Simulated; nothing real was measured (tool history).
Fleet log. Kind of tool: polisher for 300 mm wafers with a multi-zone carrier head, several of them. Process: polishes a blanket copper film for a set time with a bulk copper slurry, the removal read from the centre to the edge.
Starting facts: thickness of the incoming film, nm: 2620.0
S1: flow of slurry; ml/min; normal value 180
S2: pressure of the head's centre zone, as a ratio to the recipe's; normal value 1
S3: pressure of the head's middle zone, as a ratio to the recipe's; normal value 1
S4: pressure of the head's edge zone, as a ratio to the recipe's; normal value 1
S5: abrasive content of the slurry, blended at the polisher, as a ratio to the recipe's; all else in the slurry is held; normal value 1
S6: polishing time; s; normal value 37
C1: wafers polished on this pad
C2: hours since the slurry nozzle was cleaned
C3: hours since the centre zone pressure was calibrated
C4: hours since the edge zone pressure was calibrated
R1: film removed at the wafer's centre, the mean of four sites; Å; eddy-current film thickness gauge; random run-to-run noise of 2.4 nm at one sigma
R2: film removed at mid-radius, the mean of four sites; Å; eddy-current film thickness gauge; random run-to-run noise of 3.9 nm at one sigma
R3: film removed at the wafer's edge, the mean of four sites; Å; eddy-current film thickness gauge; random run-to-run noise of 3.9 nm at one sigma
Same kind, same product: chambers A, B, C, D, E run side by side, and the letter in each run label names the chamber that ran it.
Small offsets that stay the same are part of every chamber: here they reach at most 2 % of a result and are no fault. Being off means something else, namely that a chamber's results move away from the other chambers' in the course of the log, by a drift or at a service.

-- day=0.1 chamber C: worn pad replaced by a new one
run 1C day=0.129 | S1=180 S2=1 S3=1 S4=1 S5=1 S6=37 | C1=11 C2=196.8 C3=72.4 C4=559.2 | R1=2761.9 R2=2814.9 R3=2773.8
run 2E day=0.288 | S1=180 S2=1 S3=1 S4=1 S5=1 S6=37 | C1=466 C2=316.7 C3=588.2 C4=447.5 | R1=2765.8 R2=2763.4 R3=2821.2
-- day=0.3 chamber D: slurry nozzle cleaned
run 3B day=0.396 | S1=180 S2=1 S3=1 S4=1 S5=1 S6=37 | C1=487 C2=75.2 C3=584.9 C4=287.7 | R1=2763.2 R2=2892.5 R3=2762.5
run 4D day=0.504 | S1=180 S2=1 S3=1 S4=1 S5=1 S6=37 | C1=369 C2=4.9 C3=907.2 C4=429.9 | R1=2813.8 R2=2808.5 R3=2766.2
run 5A day=0.688 | S1=180 S2=1 S3=1 S4=1 S5=1 S6=37 | C1=602 C2=181.7 C3=35.6 C4=179.7 | R1=2772.7 R2=2727.5 R3=2772.2
-- day=0.696 chamber B: worn pad replaced by a new one
run 6C day=0.925 | S1=180 S2=1 S3=1 S4=1 S5=1 S6=37 | C1=298 C2=215.9 C3=91.5 C4=578.3 | R1=2742.3 R2=2726.9 R3=2753.6
run 7B day=1.104 | S1=180 S2=1 S3=1 S4=1 S5=1 S6=37 | C1=148 C2=92.2 C3=601.9 C4=304.7 | R1=2764.3 R2=2883.4 R3=2764.3
run 8D day=1.212 | S1=180 S2=1 S3=1 S4=1 S5=1 S6=37 | C1=625 C2=21.9 C3=924.2 C4=446.9 | R1=2744.2 R2=2773.8 R3=2765.7
run 9E day=1.354 | S1=150 S2=1 S3=1 S4=1 S5=1 S6=37 | C1=851 C2=342.3 C3=613.8 C4=473.1 | R1=2637.4 R2=2698.5 R3=2756.1
-- day=1.429 chamber A: worn pad replaced by a new one
run 10A day=1.558 | S1=150 S2=1 S3=1 S4=1 S5=1 S6=37 | C1=47 C2=202.6 C3=56.5 C4=200.6 | R1=2699.3 R2=2662.8 R3=2661.8
run 11D day=1.783 | S1=150 S2=1 S3=1 S4=1 S5=1 S6=37 | C1=831 C2=35.6 C3=937.9 C4=460.6 | R1=2722.6 R2=2681.7 R3=2641.2
run 12B day=1.954 | S1=150 S2=1 S3=1 S4=1 S5=1 S6=37 | C1=455 C2=112.6 C3=622.3 C4=325.1 | R1=2702.3 R2=2711.3 R3=2766.8
-- day=1.992 chamber E: slurry nozzle cleaned
run 13C day=2.1 | S1=150 S2=1 S3=1 S4=1 S5=1 S6=37 | C1=722 C2=244.1 C3=119.7 C4=606.5 | R1=2675.3 R2=2715.3 R3=2746.3
-- day=2.238 chamber C: worn pad replaced by a new one
run 14E day=2.283 | S1=180 S2=1 S3=1 S4=1 S5=1 S6=37 | C1=1186 C2=7 C3=636.1 C4=495.4 | R1=2824.3 R2=2842.8 R3=2783.8
run 15A day=2.425 | S1=180 S2=1 S3=1 S4=1 S5=1 S6=37 | C1=360 C2=223.4 C3=77.3 C4=221.4 | R1=2793 R2=2734.5 R3=2825
run 16B day=2.583 | S1=180 S2=1 S3=1 S4=1 S5=1 S6=37 | C1=682 C2=127.7 C3=637.4 C4=340.2 | R1=2774.8 R2=2844 R3=2847.2
-- day=2.721 chamber B: worn pad replaced by a new one
-- day=2.725 chamber D: worn pad replaced by a new one
run 17E day=2.771 | S1=180 S2=1 S3=1 S4=1 S5=1 S6=37 | C1=1362 C2=18.7 C3=647.8 C4=507.1 | R1=2792.2 R2=2734.9 R3=2800.2
-- day=2.862 chamber E: worn pad replaced by a new one
run 18C day=2.883 | S1=180 S2=1 S3=1 S4=1 S5=1 S6=37 | C1=234 C2=262.9 C3=138.5 C4=625.3 | R1=2794.4 R2=2834.6 R3=2741
run 19A day=3.092 | S1=180 S2=1 S3=1 S4=1 S5=1 S6=37 | C1=601 C2=239.4 C3=93.3 C4=237.4 | R1=2783.7 R2=2710.6 R3=2747
run 20D day=3.225 | S1=180 S2=1 S3=1 S4=1 S5=1 S6=37 | C1=181 C2=70.2 C3=972.5 C4=495.2 | R1=2807 R2=2748.9 R3=2789.7
run 21C day=3.342 | S1=180 S2=1 S3=1 S4=1 S5=1 S6=37 | C1=399 C2=273.9 C3=149.5 C4=636.3 | R1=2780.8 R2=2840.2 R3=2761.7
run 22E day=3.546 | S1=180 S2=1 S3=1 S4=1 S5=1 S6=37 | C1=247 C2=37.3 C3=666.4 C4=525.7 | R1=2755.6 R2=2766 R3=2803.1
run 23D day=3.688 | S1=180 S2=1 S3=1 S4=1 S5=1 S6=37 | C1=348 C2=81.3 C3=983.6 C4=506.3 | R1=2811.3 R2=2791.4 R3=2720.9
run 24A day=3.821 | S1=180 S2=1 S3=1 S4=1 S5=1 S6=37 | C1=864 C2=256.9 C3=110.8 C4=254.9 | R1=2784.3 R2=2711.5 R3=2772.1
run 25B day=3.954 | S1=180 S2=1 S3=1 S4=1 S5=1 S6=37 | C1=445 C2=160.6 C3=670.3 C4=373.1 | R1=2773.1 R2=2841.6 R3=2782.3
run 26D day=4.15 | S1=180 S2=1 S3=1 S4=1 S5=1 S6=37 | C1=514 C2=92.4 C3=994.7 C4=517.4 | R1=2785.8 R2=2772.2 R3=2703.5
-- day=4.183 chamber A: worn pad replaced by a new one
run 27E day=4.342 | S1=180 S2=1 S3=1 S4=1 S5=1 S6=37 | C1=534 C2=56.4 C3=685.5 C4=544.8 | R1=2786.7 R2=2677.5 R3=2724.8
-- day=4.408 chamber C: worn pad replaced by a new one
run 28B day=4.571 | S1=180 S2=1 S3=1 S4=1 S5=1 S6=37 | C1=667 C2=175.4 C3=685.1 C4=387.9 | R1=2779.4 R2=2835.4 R3=2797.3
run 29C day=4.692 | S1=180 S2=1 S3=1 S4=1 S5=1 S6=37 | C1=103 C2=306.3 C3=181.9 C4=668.7 | R1=2784.1 R2=2786.9 R3=2801.6
-- day=4.792 chamber B: worn pad replaced by a new one
run 30A day=4.833 | S1=180 S2=1 S3=1 S4=1 S5=1 S6=37 | C1=235 C2=281.2 C3=135.1 C4=279.2 | R1=2832.2 R2=2776.5 R3=2731.5
-- day=4.938 chamber D: centre zone pressure recalibrated
run 31C day=5.017 | S1=180 S2=1 S3=1 S4=1 S5=0.75 S6=37 | C1=220 C2=314.1 C3=189.7 C4=676.5 | R1=2608 R2=2671 R3=2591.1
run 32A day=5.196 | S1=180 S2=1 S3=1 S4=1 S5=0.75 S6=37 | C1=366 C2=289.9 C3=143.8 C4=287.9 | R1=2665 R2=2523.3 R3=2599.3
run 33D day=5.375 | S1=180 S2=1 S3=1 S4=1 S5=0.75 S6=37 | C1=956 C2=121.8 C3=10.5 C4=546.8 | R1=2610.1 R2=2665.5 R3=2633.5
run 34B day=5.525 | S1=180 S2=1 S3=1 S4=1 S5=0.75 S6=37 | C1=265 C2=198.3 C3=708 C4=410.8 | R1=2630.6 R2=2625.4 R3=2648.7
-- day=5.588 chamber D: worn pad replaced by a new one
run 35E day=5.658 | S1=180 S2=1 S3=1 S4=1 S5=0.75 S6=37 | C1=1009 C2=88 C3=717.1 C4=576.4 | R1=2624.9 R2=2589.5 R3=2691.8
run 36C day=5.804 | S1=180 S2=1 S3=1 S4=1 S5=1 S6=37 | C1=504 C2=333 C3=208.6 C4=695.4 | R1=2779.7 R2=2805.6 R3=2799.2
run 37D day=5.979 | S1=180 S2=1 S3=1 S4=1 S5=1 S6=37 | C1=141 C2=136.3 C3=25 C4=561.3 | R1=2796.5 R2=2755.4 R3=2795

Next, all 5 chambers run the settings below, one line each with question marks for the results. What does each chamber give?
run 38A day=6.15 | S1=180 S2=1 S3=1 S4=0.88 S5=1 S6=37 | R1=? R2=? R3=?
run 38B day=6.15 | S1=180 S2=1 S3=1 S4=0.88 S5=1 S6=37 | R1=? R2=? R3=?
run 38C day=6.15 | S1=180 S2=1 S3=1 S4=0.88 S5=1 S6=37 | R1=? R2=? R3=?
run 38D day=6.15 | S1=180 S2=1 S3=1 S4=0.88 S5=1 S6=37 | R1=? R2=? R3=?
run 38E day=6.15 | S1=180 S2=1 S3=1 S4=0.88 S5=1 S6=37 | R1=? R2=? R3=?

run=38A R1=2783.8 R2=2780.9 R3=2578.2
run=38B R1=2758.6 R2=2826.1 R3=2667.3
run=38C R1=2805.2 R2=2808.1 R3=2591.9
run=38D R1=2729.9 R2=2864.5 R3=2598.9
run=38E R1=2796 R2=2755.5 R3=2603.9
